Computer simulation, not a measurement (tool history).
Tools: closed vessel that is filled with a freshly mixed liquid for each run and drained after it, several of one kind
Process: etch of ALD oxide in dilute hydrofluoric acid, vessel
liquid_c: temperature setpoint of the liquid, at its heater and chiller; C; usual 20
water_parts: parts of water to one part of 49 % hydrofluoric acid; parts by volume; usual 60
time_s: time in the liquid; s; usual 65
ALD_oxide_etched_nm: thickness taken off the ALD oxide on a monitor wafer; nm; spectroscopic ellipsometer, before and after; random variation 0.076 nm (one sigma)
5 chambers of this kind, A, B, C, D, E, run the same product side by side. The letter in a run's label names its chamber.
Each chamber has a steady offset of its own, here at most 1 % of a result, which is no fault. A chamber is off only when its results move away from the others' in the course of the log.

run	day	liquid_c	water_parts	time_s	read-back film thickness of the ALD oxide reference wafer, read on the same gauge (nm)	ALD_oxide_etched_nm
1C	0.25	20	60	65	149.97	12.006
2D	0.654	20	60	65	150	12.169
3B	1.042	20	60	65	149.97	12.184
4E	1.358	20	60	65	150.03	12.047
5A	1.65	20	60	65	150.03	12.023
6D	2.008	17	35	65	150.03	18.854
7B	2.275	17	35	65	150.02	18.639
# day 2.417: chamber A: hydrofluoric acid flow meter replaced
8C	2.579	17	35	65	149.98	18.847
9A	2.95	17	35	65	150	18.899
10E	3.254	17	35	65	150.01	18.925
11A	3.642	20	60	65	149.98	12.291
12B	4.142	20	60	65	149.98	12.17
13D	4.446	20	70	65	150	10.358
14E	4.942	20	70	65	149.98	10.395
15C	5.396	20	70	65	150.02	10.079
# day 5.621: chamber E: hydrofluoric acid flow meter replaced
16B	5.629	20	70	65	150.03	10.292
17D	5.933	20	70	65	150.01	10.256
# day 6.408: chamber B: hydrofluoric acid flow meter replaced
18C	6.467	20	60	65	150.02	11.827
# day 6.708: chamber D: hydrofluoric acid flow meter replaced
19A	6.875	20	60	65	150.03	12.171
20E	7.342	20	60	65	150.04	12.098
21D	7.721	18.5	40	65	150.02	17.635
22E	8.108	18.5	40	65	149.97	17.388
23B	8.462	18.5	40	65	150.01	17.213
24A	8.942	18.5	40	65	149.98	17.444
25C	9.429	18.5	40	65	150.01	16.962
26E	9.817	20	60	65	150.01	12.09
27D	10.188	20	60	65	149.95	12.236
28C	10.621	20	35	30	149.96	9.4979
29A	11.083	20	35	30	150	9.9424
30B	11.346	20	35	30	150.03	9.7348

All 5 chambers run these settings next. Forecast each chamber's results:
31A	11.729	17	60	65		?
31B	11.729	17	60	65		?
31C	11.729	17	60	65		?
31D	11.729	17	60	65		?
31E	11.729	17	60	65		?

run	ALD_oxide_etched_nm
31A	10.583
31B	10.619
31C	9.9524
31D	10.784
31E	10.736

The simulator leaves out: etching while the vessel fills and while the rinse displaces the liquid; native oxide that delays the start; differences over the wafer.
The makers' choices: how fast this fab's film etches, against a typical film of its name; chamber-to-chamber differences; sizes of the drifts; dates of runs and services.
